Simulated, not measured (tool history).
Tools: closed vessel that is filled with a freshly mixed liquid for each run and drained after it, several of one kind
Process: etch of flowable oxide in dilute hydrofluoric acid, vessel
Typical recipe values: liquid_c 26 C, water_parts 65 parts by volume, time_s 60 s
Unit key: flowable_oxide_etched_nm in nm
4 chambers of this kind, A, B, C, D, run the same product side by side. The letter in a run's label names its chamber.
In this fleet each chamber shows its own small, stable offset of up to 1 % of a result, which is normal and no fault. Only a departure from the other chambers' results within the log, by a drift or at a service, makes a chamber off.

| run | hour | liquid_c | water_parts | time_s | hours since the thermometer was replaced | hours since the hydrofluoric acid flow meter was replaced | read-back film thickness of the flowable oxide reference wafer, read on the same gauge (nm) | flowable_oxide_etched_nm |
|---|---|---|---|---|---|---|---|---|
| 1D | 5.2 | 26 | 65 | 60 | 381.3 | 559.8 | 110 | 38.569 |
| 2A | 9.6 | 26 | 65 | 60 | 207.2 | 314.6 | 110.01 | 38.718 |
| 3C | 13.4 | 26 | 65 | 60 | 618.2 | 2190.1 | 109.98 | 38.376 |
| 4B | 19.6 | 26 | 65 | 60 | 109.2 | 930.6 | 110 | 38.5 |
| 5A | 22.4 | 26 | 65 | 60 | 220 | 327.4 | 109.98 | 38.468 |
| 6C | 28.4 | 26 | 95 | 60 | 633.2 | 2205.1 | 110.02 | 25.059 |
| 7D | 31.3 | 26 | 95 | 60 | 407.4 | 585.9 | 110.03 | 25.134 |
| 8B | 36.6 | 26 | 95 | 60 | 126.2 | 947.6 | 110.01 | 25.376 |
| 9B | 41.8 | 26 | 95 | 60 | 131.4 | 952.8 | 109.97 | 25.468 |
| 10D | 46.6 | 26 | 65 | 60 | 422.7 | 601.2 | 109.98 | 38.546 |
| 11C | 49.7 | 26 | 85 | 60 | 654.5 | 2226.4 | 110.02 | 28.427 |
| 12A | 54.3 | 26 | 85 | 60 | 251.9 | 359.3 | 110 | 28.508 |
| 13A | 60.3 | 26 | 85 | 60 | 257.9 | 365.3 | 109.99 | 28.543 |
| 14C | 65.6 | 26 | 85 | 60 | 670.4 | 2242.3 | 110.03 | 28.296 |
| 15D | 69.9 | 26 | 65 | 60 | 446 | 624.5 | 109.99 | 38.389 |
| 16B | 76.1 | 26 | 65 | 60 | 165.7 | 987.1 | 110 | 38.59 |
| 17C | 80.8 | 26 | 65 | 60 | 685.6 | 2257.5 | 110.03 | 38.342 |
| 18A | 87 | 26 | 65 | 60 | 284.6 | 392 | 110.03 | 37.915 |
| 19B | 92.6 | 26 | 65 | 60 | 182.2 | 1003.6 | 109.96 | 38.489 |
| 20D | 95.7 | 26 | 65 | 60 | 471.8 | 650.3 | 110.02 | 38.739 |
| 21A | 98.8 | 26 | 65 | 60 | 296.4 | 403.8 | 110.02 | 38.039 |
| 22D | 104.4 | 26 | 65 | 60 | 480.5 | 659 | 110.01 | 38.681 |
| 23B | 109.9 | 26 | 65 | 60 | 199.5 | 1020.9 | 110.01 | 38.381 |
| 24C | 114.5 | 26 | 65 | 60 | 719.3 | 2291.2 | 109.97 | 38.454 |
|  | 115.2 | chamber A: hydrofluoric acid flow meter replaced |
| 25C | 118.6 | 26 | 50 | 60 | 723.4 | 2295.3 | 110.01 | 50.999 |
| 26B | 123.8 | 26 | 50 | 60 | 213.4 | 1034.8 | 110 | 51.006 |
| 27A | 127.6 | 26 | 50 | 60 | 325.2 | 12.5 | 109.98 | 50.027 |

Next, all 4 chambers run the settings below, one line each with question marks for the results. What does each chamber give?
| 28A | 132.1 | 23 | 65 | 60 |  |  |  | ? |
| 28B | 132.1 | 23 | 65 | 60 |  |  |  | ? |
| 28C | 132.1 | 23 | 65 | 60 |  |  |  | ? |
| 28D | 132.1 | 23 | 65 | 60 |  |  |  | ? |

| run | flowable_oxide_etched_nm |
|---|---|
| 28A | 33.496 |
| 28B | 33.98 |
| 28C | 33.888 |
| 28D | 34.217 |
